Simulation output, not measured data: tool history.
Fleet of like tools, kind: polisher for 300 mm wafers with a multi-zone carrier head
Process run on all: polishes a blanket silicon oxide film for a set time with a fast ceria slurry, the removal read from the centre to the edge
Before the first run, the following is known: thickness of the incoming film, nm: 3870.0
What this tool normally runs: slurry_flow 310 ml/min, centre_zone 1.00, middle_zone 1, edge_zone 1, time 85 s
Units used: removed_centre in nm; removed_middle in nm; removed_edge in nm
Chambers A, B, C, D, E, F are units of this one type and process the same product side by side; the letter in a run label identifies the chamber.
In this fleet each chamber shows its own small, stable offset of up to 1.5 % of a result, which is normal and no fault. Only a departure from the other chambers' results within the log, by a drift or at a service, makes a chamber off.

run 1A hour=3.1 | slurry_flow=310 centre_zone=1.00 middle_zone=1 edge_zone=1 time=85 | removed_centre=1161.10 removed_middle=1175.8 removed_edge=1148.0
run 2D hour=6.4 | slurry_flow=310 centre_zone=1.00 middle_zone=1 edge_zone=1 time=85 | removed_centre=1136.80 removed_middle=1163.0 removed_edge=1146.6
-- hour=7.1 chamber B: worn pad replaced by a new one
run 3C hour=10.2 | slurry_flow=310 centre_zone=1.00 middle_zone=1 edge_zone=1 time=85 | removed_centre=1174.00 removed_middle=1157.0 removed_edge=1146.7
run 4E hour=17.0 | slurry_flow=310 centre_zone=1.00 middle_zone=1 edge_zone=1 time=85 | removed_centre=1130.40 removed_middle=1165.9 removed_edge=1154.2
-- hour=19.0 chamber A: centre zone pressure recalibrated
run 5F hour=23.4 | slurry_flow=310 centre_zone=1.00 middle_zone=1 edge_zone=1 time=85 | removed_centre=1157.40 removed_middle=1147.0 removed_edge=1131.5
run 6B hour=28.3 | slurry_flow=310 centre_zone=1.00 middle_zone=1 edge_zone=1 time=85 | removed_centre=1163.40 removed_middle=1157.5 removed_edge=1118.7
run 7C hour=33.9 | slurry_flow=310 centre_zone=1.10 middle_zone=1 edge_zone=1 time=85 | removed_centre=1289.80 removed_middle=1168.2 removed_edge=1161.0
run 8D hour=37.7 | slurry_flow=310 centre_zone=1.10 middle_zone=1 edge_zone=1 time=85 | removed_centre=1276.70 removed_middle=1159.9 removed_edge=1158.2
run 9F hour=40.9 | slurry_flow=310 centre_zone=1.10 middle_zone=1 edge_zone=1 time=85 | removed_centre=1268.10 removed_middle=1143.7 removed_edge=1167.6
run 10B hour=47.1 | slurry_flow=310 centre_zone=1.10 middle_zone=1 edge_zone=1 time=85 | removed_centre=1257.00 removed_middle=1129.8 removed_edge=1139.1
run 11A hour=53.8 | slurry_flow=310 centre_zone=1.10 middle_zone=1 edge_zone=1 time=85 | removed_centre=1309.60 removed_middle=1157.0 removed_edge=1141.8
run 12E hour=60.5 | slurry_flow=310 centre_zone=1.10 middle_zone=1 edge_zone=1 time=85 | removed_centre=1263.60 removed_middle=1147.9 removed_edge=1162.6
run 13D hour=65.7 | slurry_flow=310 centre_zone=1.00 middle_zone=1 edge_zone=1 time=85 | removed_centre=1122.60 removed_middle=1150.3 removed_edge=1171.8
-- hour=71.0 chamber D: edge zone pressure recalibrated
run 14B hour=72.5 | slurry_flow=310 centre_zone=1.00 middle_zone=1 edge_zone=1 time=85 | removed_centre=1136.90 removed_middle=1155.4 removed_edge=1158.4
run 15E hour=78.7 | slurry_flow=310 centre_zone=1.00 middle_zone=1 edge_zone=1 time=85 | removed_centre=1111.40 removed_middle=1134.6 removed_edge=1138.2
run 16F hour=85.2 | slurry_flow=310 centre_zone=1.00 middle_zone=1 edge_zone=1 time=85 | removed_centre=1157.10 removed_middle=1122.4 removed_edge=1159.5
-- hour=91.0 chamber C: worn pad replaced by a new one
run 17A hour=91.4 | slurry_flow=360 centre_zone=0.92 middle_zone=1 edge_zone=1 time=85 | removed_centre=1043.40 removed_middle=1185.2 removed_edge=1175.1
run 18C hour=95.1 | slurry_flow=360 centre_zone=0.92 middle_zone=1 edge_zone=1 time=85 | removed_centre=1065.60 removed_middle=1167.9 removed_edge=1136.7
run 19C hour=98.5 | slurry_flow=360 centre_zone=0.92 middle_zone=1 edge_zone=1 time=85 | removed_centre=1076.50 removed_middle=1161.8 removed_edge=1200.1
run 20F hour=104.6 | slurry_flow=360 centre_zone=0.92 middle_zone=1 edge_zone=1 time=85 | removed_centre=1067.90 removed_middle=1154.5 removed_edge=1137.0
-- hour=105.8 chamber A: worn pad replaced by a new one
run 21D hour=109.5 | slurry_flow=360 centre_zone=0.92 middle_zone=1 edge_zone=1 time=85 | removed_centre=1042.50 removed_middle=1157.2 removed_edge=1183.4
run 22B hour=112.9 | slurry_flow=360 centre_zone=0.92 middle_zone=1 edge_zone=1 time=85 | removed_centre=1058.10 removed_middle=1152.5 removed_edge=1154.7
-- hour=114.8 chamber F: worn pad replaced by a new one
run 23A hour=118.9 | slurry_flow=310 centre_zone=1.00 middle_zone=1 edge_zone=1 time=85 | removed_centre=1139.40 removed_middle=1165.6 removed_edge=1178.0
run 24E hour=123.0 | slurry_flow=310 centre_zone=1.00 middle_zone=1 edge_zone=1 time=85 | removed_centre=1100.20 removed_middle=1097.6 removed_edge=1109.3
-- hour=127.7 chamber B: worn pad replaced by a new one
run 25D hour=128.5 | slurry_flow=310 centre_zone=1.00 middle_zone=1 edge_zone=1 time=85 | removed_centre=1120.60 removed_middle=1149.0 removed_edge=1170.4
run 26A hour=133.7 | slurry_flow=310 centre_zone=1.00 middle_zone=1 edge_zone=1 time=85 | removed_centre=1182.00 removed_middle=1166.2 removed_edge=1191.0
run 27E hour=138.0 | slurry_flow=310 centre_zone=1.00 middle_zone=1 edge_zone=1 time=85 | removed_centre=1059.10 removed_middle=1085.6 removed_edge=1094.7
run 28F hour=143.0 | slurry_flow=310 centre_zone=1.00 middle_zone=1 edge_zone=1 time=85 | removed_centre=1128.10 removed_middle=1159.9 removed_edge=1125.2
run 29C hour=147.0 | slurry_flow=310 centre_zone=1.00 middle_zone=1 edge_zone=1 time=106 | removed_centre=1421.70 removed_middle=1454.7 removed_edge=1397.2
-- hour=151.3 chamber D: worn pad replaced by a new one
run 30B hour=151.6 | slurry_flow=310 centre_zone=1.00 middle_zone=1 edge_zone=1 time=106 | removed_centre=1443.20 removed_middle=1423.8 removed_edge=1411.7
run 31D hour=156.6 | slurry_flow=310 centre_zone=1.00 middle_zone=1 edge_zone=1 time=106 | removed_centre=1411.10 removed_middle=1450.5 removed_edge=1428.3
run 32B hour=160.1 | slurry_flow=310 centre_zone=1.00 middle_zone=1 edge_zone=1 time=106 | removed_centre=1429.10 removed_middle=1431.7 removed_edge=1419.2
run 33E hour=166.6 | slurry_flow=310 centre_zone=1.00 middle_zone=1 edge_zone=1 time=106 | removed_centre=1286.80 removed_middle=1325.8 removed_edge=1323.1
run 34F hour=170.0 | slurry_flow=310 centre_zone=1.00 middle_zone=1 edge_zone=1 time=106 | removed_centre=1430.70 removed_middle=1436.5 removed_edge=1425.9
run 35A hour=175.0 | slurry_flow=310 centre_zone=1.00 middle_zone=1 edge_zone=1 time=85 | removed_centre=1165.10 removed_middle=1167.6 removed_edge=1162.3
run 36C hour=178.4 | slurry_flow=310 centre_zone=1.00 middle_zone=1 edge_zone=1 time=85 | removed_centre=1143.10 removed_middle=1157.1 removed_edge=1177.1
-- hour=181.6 chamber C: worn pad replaced by a new one
run 37A hour=182.2 | slurry_flow=310 centre_zone=1.00 middle_zone=1 edge_zone=1 time=85 | removed_centre=1159.80 removed_middle=1164.8 removed_edge=1155.2
-- hour=187.6 chamber B: slurry nozzle cleaned
run 38E hour=188.1 | slurry_flow=310 centre_zone=1.00 middle_zone=1 edge_zone=1 time=85 | removed_centre=1038.00 removed_middle=1046.0 removed_edge=1062.7
run 39F hour=193.0 | slurry_flow=310 centre_zone=1.00 middle_zone=1 edge_zone=1 time=85 | removed_centre=1152.20 removed_middle=1141.1 removed_edge=1136.5
run 40C hour=197.5 | slurry_flow=310 centre_zone=1.00 middle_zone=1 edge_zone=1 time=85 | removed_centre=1131.00 removed_middle=1177.1 removed_edge=1150.7
run 41B hour=203.7 | slurry_flow=310 centre_zone=1.00 middle_zone=1 edge_zone=1 time=85 | removed_centre=1113.40 removed_middle=1147.9 removed_edge=1153.2

Predict what each chamber gives when all 6 of them run the settings below next.
run 42A hour=208.6 | slurry_flow=310 centre_zone=1.00 middle_zone=1 edge_zone=1 time=85 | removed_centre=? removed_middle=? removed_edge=?
run 42B hour=208.6 | slurry_flow=310 centre_zone=1.00 middle_zone=1 edge_zone=1 time=85 | removed_centre=? removed_middle=? removed_edge=?
run 42C hour=208.6 | slurry_flow=310 centre_zone=1.00 middle_zone=1 edge_zone=1 time=85 | removed_centre=? removed_middle=? removed_edge=?
run 42D hour=208.6 | slurry_flow=310 centre_zone=1.00 middle_zone=1 edge_zone=1 time=85 | removed_centre=? removed_middle=? removed_edge=?
run 42E hour=208.6 | slurry_flow=310 centre_zone=1.00 middle_zone=1 edge_zone=1 time=85 | removed_centre=? removed_middle=? removed_edge=?
run 42F hour=208.6 | slurry_flow=310 centre_zone=1.00 middle_zone=1 edge_zone=1 time=85 | removed_centre=? removed_middle=? removed_edge=?

run=42A removed_centre=1142.70 removed_middle=1170.8 removed_edge=1161.2
run=42B removed_centre=1147.90 removed_middle=1134.4 removed_edge=1114.5
run=42C removed_centre=1189.90 removed_middle=1167.7 removed_edge=1167.1
run=42D removed_centre=1152.10 removed_middle=1159.6 removed_edge=1148.5
run=42E removed_centre=998.15 removed_middle=1009.6 removed_edge=1046.1
run=42F removed_centre=1130.80 removed_middle=1143.8 removed_edge=1131.0

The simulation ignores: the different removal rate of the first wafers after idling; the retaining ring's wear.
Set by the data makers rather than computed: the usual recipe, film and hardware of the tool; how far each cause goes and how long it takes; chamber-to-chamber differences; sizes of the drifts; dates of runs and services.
